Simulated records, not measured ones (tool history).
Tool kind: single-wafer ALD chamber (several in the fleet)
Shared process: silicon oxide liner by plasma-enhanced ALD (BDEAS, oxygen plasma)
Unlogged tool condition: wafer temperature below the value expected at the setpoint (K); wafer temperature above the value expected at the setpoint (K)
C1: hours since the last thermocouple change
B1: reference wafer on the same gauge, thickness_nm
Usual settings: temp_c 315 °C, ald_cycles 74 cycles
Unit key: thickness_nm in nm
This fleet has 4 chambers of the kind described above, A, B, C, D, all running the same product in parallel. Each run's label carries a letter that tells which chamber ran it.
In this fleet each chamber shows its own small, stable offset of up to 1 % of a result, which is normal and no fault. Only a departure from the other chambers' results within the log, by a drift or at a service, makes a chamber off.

run 1D hour=4.3 | temp_c=315 ald_cycles=74 | C1=166.2 | B1=5.4398 | thickness_nm=6.7722
run 2C hour=7.2 | temp_c=315 ald_cycles=74 | C1=703.7 | B1=5.4411 | thickness_nm=6.6745
run 3B hour=9.8 | temp_c=315 ald_cycles=74 | C1=244.5 | B1=5.4367 | thickness_nm=6.7499
run 4A hour=14.1 | temp_c=315 ald_cycles=74 | C1=482.1 | B1=5.4394 | thickness_nm=6.7698
run 5A hour=18.5 | temp_c=315 ald_cycles=64 | C1=486.5 | B1=5.4413 | thickness_nm=5.8426
run 6C hour=22.8 | temp_c=315 ald_cycles=64 | C1=719.3 | B1=5.4427 | thickness_nm=5.7959
run 7B hour=27.7 | temp_c=315 ald_cycles=64 | C1=262.4 | B1=5.4399 | thickness_nm=5.8516
run 8D hour=33.4 | temp_c=315 ald_cycles=64 | C1=195.3 | B1=5.4408 | thickness_nm=5.8251
run 9D hour=35.9 | temp_c=315 ald_cycles=74 | C1=197.8 | B1=5.4385 | thickness_nm=6.7571
run 10C hour=40.1 | temp_c=315 ald_cycles=74 | C1=736.6 | B1=5.4398 | thickness_nm=6.7144
run 11A hour=45.6 | temp_c=315 ald_cycles=74 | C1=513.6 | B1=5.4393 | thickness_nm=6.7611
run 12B hour=48.6 | temp_c=315 ald_cycles=74 | C1=283.3 | B1=5.4395 | thickness_nm=6.744
run 13A hour=52.2 | temp_c=315 ald_cycles=74 | C1=520.2 | B1=5.4443 | thickness_nm=6.7499
run 14B hour=57.7 | temp_c=320 ald_cycles=61 | C1=292.4 | B1=5.4374 | thickness_nm=5.5507
run 15C hour=63 | temp_c=320 ald_cycles=61 | C1=759.5 | B1=5.4409 | thickness_nm=5.4836
run 16D hour=68 | temp_c=320 ald_cycles=61 | C1=229.9 | B1=5.4409 | thickness_nm=5.5155
run 17C hour=73.7 | temp_c=320 ald_cycles=61 | C1=770.2 | B1=5.4358 | thickness_nm=5.4793
run 18B hour=76.8 | temp_c=304 ald_cycles=74 | C1=311.5 | B1=5.4411 | thickness_nm=6.8659
run 19D hour=80.2 | temp_c=304 ald_cycles=74 | C1=242.1 | B1=5.4398 | thickness_nm=6.8466
run 20A hour=85.9 | temp_c=304 ald_cycles=74 | C1=553.9 | B1=5.4372 | thickness_nm=6.8741
run 21A hour=91.7 | temp_c=304 ald_cycles=74 | C1=559.7 | B1=5.44 | thickness_nm=6.8618
run 22B hour=94.3 | temp_c=315 ald_cycles=74 | C1=329 | B1=5.4404 | thickness_nm=6.7876
run 23D hour=97.2 | temp_c=315 ald_cycles=74 | C1=259.1 | B1=5.4406 | thickness_nm=6.7621
run 24C hour=99.8 | temp_c=315 ald_cycles=74 | C1=796.3 | B1=5.4403 | thickness_nm=6.6672
run 25D hour=105.5 | temp_c=315 ald_cycles=74 | C1=267.4 | B1=5.4399 | thickness_nm=6.7461
run 26B hour=109 | temp_c=315 ald_cycles=74 | C1=343.7 | B1=5.4407 | thickness_nm=6.7841
run 27C hour=114.3 | temp_c=315 ald_cycles=74 | C1=810.8 | B1=5.4428 | thickness_nm=6.6744
run 28A hour=118.9 | temp_c=315 ald_cycles=74 | C1=586.9 | B1=5.4385 | thickness_nm=6.7477
run 29C hour=123.7 | temp_c=315 ald_cycles=74 | C1=820.2 | B1=5.4412 | thickness_nm=6.697
run 30B hour=128 | temp_c=315 ald_cycles=74 | C1=362.7 | B1=5.4388 | thickness_nm=6.7475
run 31A hour=132.1 | temp_c=315 ald_cycles=74 | C1=600.1 | B1=5.4414 | thickness_nm=6.7869
run 32D hour=134.9 | temp_c=315 ald_cycles=74 | C1=296.8 | B1=5.4389 | thickness_nm=6.7593
run 33A hour=140.5 | temp_c=315 ald_cycles=74 | C1=608.5 | B1=5.4386 | thickness_nm=6.7637
run 34B hour=144.5 | temp_c=315 ald_cycles=74 | C1=379.2 | B1=5.4381 | thickness_nm=6.7709
run 35C hour=147.3 | temp_c=308 ald_cycles=61 | C1=843.8 | B1=5.4409 | thickness_nm=5.5624
run 36D hour=152.7 | temp_c=308 ald_cycles=61 | C1=314.6 | B1=5.4411 | thickness_nm=5.6273

Decide between three cases: one chamber stands off from its peers, the gauge reading all wafers drifts, or nothing is wrong past each chamber's small offset. Where a chamber is off, say which and what most likely put it there.

Beyond each chamber's small constant offset nothing stands out, and the gauge stays steady.
